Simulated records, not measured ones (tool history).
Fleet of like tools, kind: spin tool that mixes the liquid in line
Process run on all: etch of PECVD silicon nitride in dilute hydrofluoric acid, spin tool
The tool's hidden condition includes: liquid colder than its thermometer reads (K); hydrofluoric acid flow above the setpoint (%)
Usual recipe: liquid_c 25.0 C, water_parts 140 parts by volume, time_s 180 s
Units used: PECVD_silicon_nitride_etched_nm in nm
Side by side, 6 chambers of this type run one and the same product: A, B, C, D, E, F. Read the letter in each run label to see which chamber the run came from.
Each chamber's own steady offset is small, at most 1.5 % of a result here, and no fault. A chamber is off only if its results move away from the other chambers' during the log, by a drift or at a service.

run,day,liquid_c,water_parts,time_s,hours since the thermometer was replaced,hours since the hydrofluoric acid flow meter was replaced,"read-back film thickness of the PECVD silicon nitride reference wafer, read on the same gauge (nm)",PECVD_silicon_nitride_etched_nm
1F,0.433,25.0,140,180,164.3,1116.5,150.00,4.7010
2A,0.675,25.0,140,180,2830.9,19.7,150.03,4.6669
3B,1.079,25.0,140,180,252.8,507.8,150.03,4.6201
4C,1.388,25.0,140,180,1642.3,152.1,150.01,4.6203
5D,1.783,25.0,140,180,1457.3,872.4,150.01,4.6202
6E,2.108,27.5,140,180,1182.7,488.5,149.96,5.3748
7E,2.512,27.5,140,180,1192.4,498.2,149.98,5.2827
8B,2.771,27.5,140,180,293.4,548.4,149.94,5.4291
9F,3.042,27.5,140,180,226.9,1179.1,150.03,5.4040
10A,3.300,27.5,140,180,2893.9,82.7,150.01,5.3892
11C,3.583,27.5,140,180,1695.0,204.8,150.04,5.3387
12D,3.821,25.0,140,180,1506.2,921.3,150.00,4.5440
13B,4.300,25.0,140,275,330.1,585.1,149.99,7.1086
14C,4.567,25.0,140,275,1718.6,228.4,149.98,6.9983
# day 4.862: chamber C: thermometer replaced
15F,5.025,25.0,140,275,274.5,1226.7,150.02,7.0604
16E,5.421,25.0,140,275,1262.2,568.0,149.99,7.0164
17A,5.738,25.0,140,275,2952.4,141.2,150.02,7.1352
18D,6.238,25.0,140,275,1564.2,979.3,149.99,7.0970
# day 6.288: chamber D: thermometer replaced
19F,6.517,25.0,140,225,310.3,1262.5,149.98,5.7158
20C,6.821,25.0,140,225,47.0,282.5,150.00,5.6590
21E,7.296,25.0,140,225,1307.2,613.0,150.02,5.6989
22B,7.662,25.0,140,225,410.8,665.8,150.02,5.7821
23D,8.121,25.0,140,225,44.1,1024.5,150.01,5.7558
24A,8.567,25.0,140,225,3020.3,209.1,150.02,5.8784
25F,9.017,25.0,140,180,370.3,1322.5,150.06,4.4652
26B,9.533,25.0,140,180,455.7,710.7,149.97,4.5682
27C,9.783,25.0,140,180,118.1,353.6,150.00,4.5180
# day 9.875: chamber A: thermometer replaced
28A,10.029,25.0,140,180,3.7,244.2,150.05,4.6283
29E,10.321,25.0,140,265,1379.8,685.6,149.98,6.8046
30D,10.725,25.0,140,265,106.6,1087.0,150.02,6.9487
31A,11.029,25.0,140,265,27.7,268.2,150.01,6.8216
32D,11.396,25.0,140,265,122.7,1103.1,150.01,6.8337
33B,11.783,25.0,140,265,509.7,764.7,150.01,6.7131
34C,12.254,25.0,140,265,177.4,412.9,150.00,6.7866
35E,12.700,25.0,165,180,1436.9,742.7,150.00,3.9206
# day 12.821: chamber E: thermometer replaced
36F,13.062,25.0,165,180,467.4,1419.6,150.01,3.6518
37D,13.517,25.0,165,180,173.6,1154.0,150.02,3.9444
# day 13.800: chamber F: hydrofluoric acid flow meter replaced
38E,13.954,25.0,165,180,27.3,772.8,150.00,3.9048
39B,14.346,25.0,165,180,571.2,826.2,150.03,3.9423
40C,14.750,25.0,165,180,237.3,472.8,150.05,3.8758
41F,15.088,25.0,140,180,516.0,31.0,149.99,4.2179
42A,15.392,25.0,140,180,132.4,372.9,150.02,4.7192
43F,15.888,25.0,140,180,535.2,50.2,150.02,4.1865

Which is it: a chamber that has drifted or been left off by a service, a gauge drift common to all chambers, or only each chamber's usual small offset? If a chamber is off, name it and its likeliest cause.

Little by little, chamber F moves away from the other chambers.
Most likely cause: liquid colder than its thermometer reads (K) = 1.55.

Which of the 4 candidates below, each the usual settings with something changed and its results left as question marks, puts chamber F back in line with what the other chambers give on the usual settings?
In line here means within this much of the mean the other chambers give on the usual settings: PECVD_silicon_nitride_etched_nm 0.1400 nm
44F-1,16.267,25.0,130,200,,,,?
44F-2,16.267,25.0,140,150,,,,?
44F-3,16.267,25.0,135,190,,,,?
44F-4,16.267,24.5,150,180,,,,?

On the usual settings, the other chambers give on average: PECVD_silicon_nitride_etched_nm 4.6257 nm
run,PECVD_silicon_nitride_etched_nm
44F-1,5.0088
44F-2,3.4877
44F-3,4.5816
44F-4,3.7811
44F-3 brings the chamber back in line.
